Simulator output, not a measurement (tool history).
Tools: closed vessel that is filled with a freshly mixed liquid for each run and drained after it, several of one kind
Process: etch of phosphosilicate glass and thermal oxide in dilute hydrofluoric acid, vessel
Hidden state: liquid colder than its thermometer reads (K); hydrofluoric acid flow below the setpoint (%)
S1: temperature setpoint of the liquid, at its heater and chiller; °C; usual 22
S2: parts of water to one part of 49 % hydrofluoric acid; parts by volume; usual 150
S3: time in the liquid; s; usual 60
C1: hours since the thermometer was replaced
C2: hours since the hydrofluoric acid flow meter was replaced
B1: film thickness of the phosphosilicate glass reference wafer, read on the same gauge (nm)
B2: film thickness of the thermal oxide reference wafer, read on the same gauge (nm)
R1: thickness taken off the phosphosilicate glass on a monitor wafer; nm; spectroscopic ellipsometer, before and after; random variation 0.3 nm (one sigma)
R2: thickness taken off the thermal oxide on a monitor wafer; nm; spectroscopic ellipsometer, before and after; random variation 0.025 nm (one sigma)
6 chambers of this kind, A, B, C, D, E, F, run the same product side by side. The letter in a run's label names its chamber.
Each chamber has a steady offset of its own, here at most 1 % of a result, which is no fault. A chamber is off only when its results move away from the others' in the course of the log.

run	hour	S1	S2	S3	C1	C2	B1	B2	R1	R2
1B	2.9	22	150	60	1725.5	1002.7	130.01	60	55.403	1.6207
2C	7.6	22	150	60	619.9	61.3	130.01	59.982	55.521	1.6037
3D	10.6	22	150	60	1636.1	253.5	129.99	60.011	55.571	1.5886
4E	14.3	22	150	60	415.4	769.3	130.01	60.013	55.23	1.6059
5A	19.6	22	95	60	487	384.7	129.99	60.007	91.146	2.6354
6F	22.7	22	95	60	98.8	1312.2	130.03	60.007	92.953	2.671
7F	27.2	22	95	60	103.3	1316.7	129.97	59.994	92.385	2.6917
8D	30.2	22	95	60	1655.7	273.1	130.01	59.991	91.758	2.5949
9C	33.4	22	95	60	645.7	87.1	130.03	59.991	93.637	2.7332
10E	37.8	22	95	60	438.9	792.8	129.99	59.986	93.549	2.6726
11A	40.4	22	150	60	507.8	405.5	130.02	59.995	54.809	1.5935
12B	45.9	22	150	60	1768.5	1045.7	130	59.979	55.326	1.5802
13C	51.4	22	150	60	663.7	105.1	130	59.996	55.368	1.608
14D	55.4	22	150	60	1680.9	298.3	130.01	60.007	55.274	1.5247
15E	60.7	22	150	60	461.8	815.7	130.02	59.986	54.792	1.6234
16F	63.5	22	90	60	139.6	1353	130	60.007	97.328	2.8089
17B	66.4	22	90	60	1789	1066.2	130.01	59.983	98.868	2.8284
18A	70.9	22	90	60	538.3	436	129.98	60	97.459	2.7626
19B	73.6	22	90	60	1796.2	1073.4	130.01	60	98.466	2.8272
20E	78	22	90	60	479.1	833	130.01	60.009	99.607	2.9003
21A	80.5	22	90	60	547.9	445.6	130	59.964	97.606	2.8028
22C	84.8	22	150	60	697.1	138.5	130	60.017	55.598	1.6365
23D	90.2	22	150	60	1715.7	333.1	130.01	59.99	55.508	1.553
24F	95.5	22	150	60	171.6	1385	130.01	59.987	55.239	1.632
25E	100.9	22	150	60	502	855.9	130.02	59.971	55.328	1.5928
26B	106	22	150	60	1828.6	1105.8	129.99	59.989	54.808	1.5772
27A	110.8	22	150	60	578.2	475.9	129.98	59.982	54.874	1.5924
28C	114.6	22	150	60	726.9	168.3	130.02	60.002	55.498	1.6063
29D	118.9	17.5	210	60	1744.4	361.8	130	60.002	31.45	0.92098
30F	124	17.5	210	60	200.1	1413.5	130.01	60.006	30.898	0.90708
31A	128.2	17.5	210	60	595.6	493.3	130.02	60.003	31.048	0.86988
32B	131.2	17.5	210	60	1853.8	1131	129.99	60.001	31.134	0.89699
33E	134.8	17.5	210	60	535.9	889.8	130	60	30.853	0.90034
34C	138.1	17.5	210	60	750.4	191.8	130.01	60.009	31.041	0.90851
35D	142.8	22	150	60	1768.3	385.7	129.99	60.006	55.492	1.5641
36F	147.1	22	150	60	223.2	1436.6	129.97	59.974	55.18	1.6219

Next, every chamber runs the same settings. What will each give?
37A	151.1	22	170	60					?	?
37B	151.1	22	170	60					?	?
37C	151.1	22	170	60					?	?
37D	151.1	22	170	60					?	?
37E	151.1	22	170	60					?	?
37F	151.1	22	170	60					?	?

run	R1	R2
37A	47.691	1.3427
37B	47.345	1.3669
37C	47.411	1.3566
37D	47.754	1.3762
37E	47.621	1.3502
37F	47.988	1.3486

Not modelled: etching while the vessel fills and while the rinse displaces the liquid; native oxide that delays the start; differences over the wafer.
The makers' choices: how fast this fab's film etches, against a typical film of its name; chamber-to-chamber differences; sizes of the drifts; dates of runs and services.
